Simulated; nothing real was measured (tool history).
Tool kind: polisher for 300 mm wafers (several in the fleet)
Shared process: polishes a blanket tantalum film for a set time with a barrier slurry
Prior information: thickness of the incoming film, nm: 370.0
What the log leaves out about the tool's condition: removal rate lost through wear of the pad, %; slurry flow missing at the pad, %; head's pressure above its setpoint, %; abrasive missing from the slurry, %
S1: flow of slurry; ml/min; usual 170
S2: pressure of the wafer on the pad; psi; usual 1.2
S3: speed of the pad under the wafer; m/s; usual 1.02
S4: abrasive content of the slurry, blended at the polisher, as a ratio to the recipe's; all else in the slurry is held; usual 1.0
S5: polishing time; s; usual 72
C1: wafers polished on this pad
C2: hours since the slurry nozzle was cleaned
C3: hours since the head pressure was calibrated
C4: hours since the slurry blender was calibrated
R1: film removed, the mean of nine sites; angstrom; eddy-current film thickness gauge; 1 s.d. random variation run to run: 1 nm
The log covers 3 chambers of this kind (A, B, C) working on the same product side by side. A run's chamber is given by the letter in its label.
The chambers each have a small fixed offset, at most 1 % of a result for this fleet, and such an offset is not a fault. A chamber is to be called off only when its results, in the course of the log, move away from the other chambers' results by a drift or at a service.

{"run": "1B", "hour": 7.2, "S1": 170, "S2": 1.2, "S3": 1.02, "S4": 1.0, "S5": 72, "C1": 554, "C2": 81.8, "C3": 388.6, "C4": 166.0, "R1": 869.08}
{"run": "2A", "hour": 12.8, "S1": 170, "S2": 1.2, "S3": 1.02, "S4": 1.0, "S5": 72, "C1": 816, "C2": 434.6, "C3": 385.5, "C4": 223.9, "R1": 877.44}
{"hour": 17.4, "done": "chamber A: worn pad replaced by a new one"}
{"run": "3C", "hour": 23.3, "S1": 170, "S2": 1.2, "S3": 1.02, "S4": 1.0, "S5": 72, "C1": 472, "C2": 305.7, "C3": 257.0, "C4": 24.4, "R1": 896.99}
{"hour": 31.1, "done": "chamber C: worn pad replaced by a new one"}
{"run": "4B", "hour": 33.9, "S1": 170, "S2": 1.2, "S3": 1.02, "S4": 1.0, "S5": 72, "C1": 854, "C2": 108.5, "C3": 415.3, "C4": 192.7, "R1": 851.58}
{"run": "5A", "hour": 43.6, "S1": 170, "S2": 1.2, "S3": 1.02, "S4": 1.0, "S5": 90, "C1": 295, "C2": 465.4, "C3": 416.3, "C4": 254.7, "R1": 1081.3}
{"hour": 47.1, "done": "chamber B: worn pad replaced by a new one"}
{"run": "6C", "hour": 48.8, "S1": 170, "S2": 1.2, "S3": 1.02, "S4": 1.0, "S5": 90, "C1": 199, "C2": 331.2, "C3": 282.5, "C4": 49.9, "R1": 1078.2}
{"hour": 53.8, "done": "chamber B: slurry blender recalibrated"}
{"run": "7A", "hour": 54.3, "S1": 170, "S2": 1.2, "S3": 1.02, "S4": 1.0, "S5": 90, "C1": 416, "C2": 476.1, "C3": 427.0, "C4": 265.4, "R1": 1102.8}
{"hour": 55.2, "done": "chamber A: slurry nozzle cleaned"}
{"run": "8C", "hour": 60.7, "S1": 170, "S2": 1.2, "S3": 1.02, "S4": 1.0, "S5": 72, "C1": 333, "C2": 343.1, "C3": 294.4, "C4": 61.8, "R1": 893.48}
{"run": "9B", "hour": 70.9, "S1": 170, "S2": 1.2, "S3": 1.02, "S4": 1.0, "S5": 72, "C1": 268, "C2": 145.5, "C3": 452.3, "C4": 17.1, "R1": 883.71}
{"run": "10C", "hour": 81.5, "S1": 195, "S2": 1.3, "S3": 1.02, "S4": 1.0, "S5": 72, "C1": 567, "C2": 363.9, "C3": 315.2, "C4": 82.6, "R1": 974.99}
{"run": "11A", "hour": 88.7, "S1": 195, "S2": 1.3, "S3": 1.02, "S4": 1.0, "S5": 72, "C1": 803, "C2": 33.5, "C3": 461.4, "C4": 299.8, "R1": 967.14}
{"hour": 89.0, "done": "chamber C: worn pad replaced by a new one"}
{"hour": 96.0, "done": "chamber A: worn pad replaced by a new one"}
{"run": "12B", "hour": 99.0, "S1": 195, "S2": 1.3, "S3": 1.02, "S4": 1.0, "S5": 72, "C1": 584, "C2": 173.6, "C3": 480.4, "C4": 45.2, "R1": 983.81}
{"hour": 103.7, "done": "chamber B: head pressure recalibrated"}
{"run": "13B", "hour": 106.8, "S1": 170, "S2": 1.2, "S3": 1.02, "S4": 1.0, "S5": 72, "C1": 672, "C2": 181.4, "C3": 3.2, "C4": 53.0, "R1": 863.29}
{"hour": 112.6, "done": "chamber C: slurry nozzle cleaned"}
{"run": "14A", "hour": 114.3, "S1": 170, "S2": 1.2, "S3": 1.02, "S4": 1.0, "S5": 72, "C1": 206, "C2": 59.1, "C3": 487.0, "C4": 325.4, "R1": 874.93}
{"run": "15C", "hour": 122.6, "S1": 170, "S2": 1.2, "S3": 1.02, "S4": 1.0, "S5": 72, "C1": 378, "C2": 10.1, "C3": 356.3, "C4": 123.7, "R1": 877.57}
{"run": "16C", "hour": 133.0, "S1": 170, "S2": 1.2, "S3": 1.02, "S4": 1.0, "S5": 72, "C1": 495, "C2": 20.5, "C3": 366.7, "C4": 134.1, "R1": 865.15}
{"hour": 135.0, "done": "chamber C: worn pad replaced by a new one"}
{"run": "17A", "hour": 139.6, "S1": 170, "S2": 1.2, "S3": 1.02, "S4": 1.0, "S5": 72, "C1": 491, "C2": 84.4, "C3": 512.3, "C4": 350.7, "R1": 874.17}
{"hour": 141.2, "done": "chamber B: worn pad replaced by a new one"}
{"run": "18B", "hour": 150.1, "S1": 170, "S2": 1.2, "S3": 1.02, "S4": 1.0, "S5": 72, "C1": 101, "C2": 224.7, "C3": 46.5, "C4": 96.3, "R1": 881.22}
{"run": "19C", "hour": 157.3, "S1": 170, "S2": 1.2, "S3": 1.02, "S4": 1.0, "S5": 72, "C1": 251, "C2": 44.8, "C3": 391.0, "C4": 158.4, "R1": 887.92}
{"run": "20A", "hour": 166.8, "S1": 170, "S2": 1.2, "S3": 1.02, "S4": 1.0, "S5": 72, "C1": 797, "C2": 111.6, "C3": 539.5, "C4": 377.9, "R1": 868.99}
{"hour": 169.5, "done": "chamber A: slurry blender recalibrated"}
{"run": "21B", "hour": 176.0, "S1": 170, "S2": 1.2, "S3": 1.02, "S4": 1.0, "S5": 72, "C1": 392, "C2": 250.6, "C3": 72.4, "C4": 122.2, "R1": 884.05}
{"hour": 181.2, "done": "chamber C: worn pad replaced by a new one"}
{"hour": 182.7, "done": "chamber A: worn pad replaced by a new one"}
{"run": "22A", "hour": 183.6, "S1": 170, "S2": 1.2, "S3": 1.02, "S4": 1.0, "S5": 72, "C1": 11, "C2": 128.4, "C3": 556.3, "C4": 14.2, "R1": 869.47}
{"run": "23B", "hour": 189.7, "S1": 170, "S2": 1.2, "S3": 0.74, "S4": 1.0, "S5": 56, "C1": 546, "C2": 264.3, "C3": 86.1, "C4": 135.9, "R1": 494.3}
{"run": "24C", "hour": 201.0, "S1": 170, "S2": 1.2, "S3": 0.74, "S4": 1.0, "S5": 56, "C1": 223, "C2": 88.5, "C3": 434.7, "C4": 202.1, "R1": 496.61}
{"run": "25A", "hour": 206.4, "S1": 170, "S2": 1.2, "S3": 0.74, "S4": 1.0, "S5": 56, "C1": 267, "C2": 151.2, "C3": 579.1, "C4": 37.0, "R1": 494.66}
{"run": "26C", "hour": 212.1, "S1": 170, "S2": 1.2, "S3": 1.02, "S4": 1.0, "S5": 72, "C1": 348, "C2": 99.6, "C3": 445.8, "C4": 213.2, "R1": 896.94}
{"hour": 221.5, "done": "chamber B: worn pad replaced by a new one"}
{"run": "27B", "hour": 222.0, "S1": 170, "S2": 1.2, "S3": 1.02, "S4": 1.0, "S5": 72, "C1": 5, "C2": 296.6, "C3": 118.4, "C4": 168.2, "R1": 888.18}
{"hour": 222.9, "done": "chamber B: slurry blender recalibrated"}
{"run": "28A", "hour": 232.2, "S1": 170, "S2": 1.2, "S3": 1.02, "S4": 1.0, "S5": 72, "C1": 558, "C2": 177.0, "C3": 604.9, "C4": 62.8, "R1": 891.06}
{"run": "29B", "hour": 237.6, "S1": 170, "S2": 1.2, "S3": 1.02, "S4": 1.0, "S5": 63, "C1": 181, "C2": 312.2, "C3": 134.0, "C4": 14.8, "R1": 769.12}
{"hour": 241.0, "done": "chamber C: worn pad replaced by a new one"}
{"run": "30C", "hour": 245.7, "S1": 170, "S2": 1.2, "S3": 1.02, "S4": 1.0, "S5": 63, "C1": 52, "C2": 133.2, "C3": 479.4, "C4": 246.8, "R1": 768.27}
{"run": "31C", "hour": 253.2, "S1": 170, "S2": 1.2, "S3": 1.02, "S4": 1.0, "S5": 63, "C1": 137, "C2": 140.7, "C3": 486.9, "C4": 254.3, "R1": 759.62}
{"run": "32A", "hour": 261.9, "S1": 170, "S2": 1.4, "S3": 1.32, "S4": 1.0, "S5": 72, "C1": 892, "C2": 206.7, "C3": 634.6, "C4": 92.5, "R1": 1317.2}
{"run": "33B", "hour": 270.0, "S1": 170, "S2": 1.4, "S3": 1.32, "S4": 1.0, "S5": 72, "C1": 546, "C2": 344.6, "C3": 166.4, "C4": 47.2, "R1": 1334.3}

Has any chamber moved away from the others, gradually or after a service, or does the common gauge drift, or do the chambers differ only by their own small steady offsets? State the chamber and the most likely cause if one applies.

The fleet is healthy, with each chamber sitting at its usual small offset and no drift in the gauge.
